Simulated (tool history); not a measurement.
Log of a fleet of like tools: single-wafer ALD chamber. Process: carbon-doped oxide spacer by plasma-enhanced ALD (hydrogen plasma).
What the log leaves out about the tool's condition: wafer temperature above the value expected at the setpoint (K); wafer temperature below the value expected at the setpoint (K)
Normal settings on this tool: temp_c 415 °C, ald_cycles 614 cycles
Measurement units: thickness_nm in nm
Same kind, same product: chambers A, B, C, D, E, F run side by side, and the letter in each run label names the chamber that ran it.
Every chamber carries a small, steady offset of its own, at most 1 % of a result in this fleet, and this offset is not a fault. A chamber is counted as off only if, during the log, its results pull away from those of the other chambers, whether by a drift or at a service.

run     day  temp_c  ald_cycles  hours since the last thermocouple change  read-back reference wafer on the same gauge, thickness_nm  thickness_nm
 1F   0.275     415         614                                     488.6                                                     23.905        29.233
 2A   0.546     415         614                                    1009.4                                                     23.911        29.143
 3E   0.896     415         614                                     930.5                                                     23.893        29.407
 4B   1.188     415         614                                     247.2                                                     23.896        29.338
 5D   1.538     415         614                                     710.8                                                     23.898        29.429
 6C   1.925     415         614                                     226.9                                                     23.892        29.152
      2.054  -- chamber E: thermocouple changed; heater temperature recalibrated
 7C   2.179     426         499                                     233.0                                                     23.904        22.885
 8D   2.588     426         499                                     736.0                                                     23.910        23.104
 9F   2.808     426         499                                     549.4                                                     23.897        22.980
10B   3.042     426         499                                     291.7                                                     23.896        22.971
11A   3.417     426         499                                    1078.3                                                     23.897        22.875
12E   3.829     426         499                                      42.7                                                     23.909        23.003
13C   4.017     415         614                                     277.1                                                     23.905        29.226
      4.088  -- chamber D: thermocouple changed; heater temperature recalibrated
14A   4.442     415         614                                    1102.9                                                     23.919        29.069
15F   4.696     415         614                                     594.7                                                     23.897        29.142
16B   5.108     415         614                                     341.3                                                     23.913        29.476
17E   5.296     415         614                                      77.9                                                     23.905        29.365
18D   5.508     415         614                                      34.2                                                     23.909        29.921
19F   5.892     415         614                                     623.4                                                     23.883        29.166
20B   6.088     415         614                                     364.8                                                     23.904        29.437
21C   6.392     415         614                                     334.1                                                     23.887        29.107
22E   6.800     415         614                                     114.0                                                     23.898        29.317
23A   7.000     415         614                                    1164.3                                                     23.893        29.118
24D   7.354     415         614                                      78.5                                                     23.905        29.887
25A   7.612     415         614                                    1179.0                                                     23.895        29.247
26D   7.900     415         614                                      91.6                                                     23.902        29.830
27E   8.233     415         614                                     148.4                                                     23.900        29.368
28F   8.612     415         614                                     688.7                                                     23.893        29.286
29B   8.804     415         614                                     430.0                                                     23.905        29.320
30C   9.000     429         524                                     396.7                                                     23.901        23.781
31E   9.283     429         524                                     173.6                                                     23.894        23.872
32F   9.717     429         524                                     715.2                                                     23.898        23.792
33C  10.129     429         524                                     423.8                                                     23.902        23.762
34A  10.433     429         524                                    1246.7                                                     23.906        23.794
35D  10.817     429         524                                     161.6                                                     23.893        24.420
36B  11.079     415         614                                     484.6                                                     23.910        29.277
37E  11.446     415         614                                     225.5                                                     23.897        29.366
38F  11.850     415         614                                     766.4                                                     23.902        29.240
39D  12.262     415         614                                     196.3                                                     23.902        29.946

The same settings go to every chamber for the next run, one line per chamber below. Forecast the results for each:
40A  12.575     429         614                                                                                                                  ?
40B  12.575     429         614                                                                                                                  ?
40C  12.575     429         614                                                                                                                  ?
40D  12.575     429         614                                                                                                                  ?
40E  12.575     429         614                                                                                                                  ?
40F  12.575     429         614                                                                                                                  ?

run  thickness_nm
40A        28.005
40B        28.040
40C        27.809
40D        28.620
40E        28.143
40F        27.902
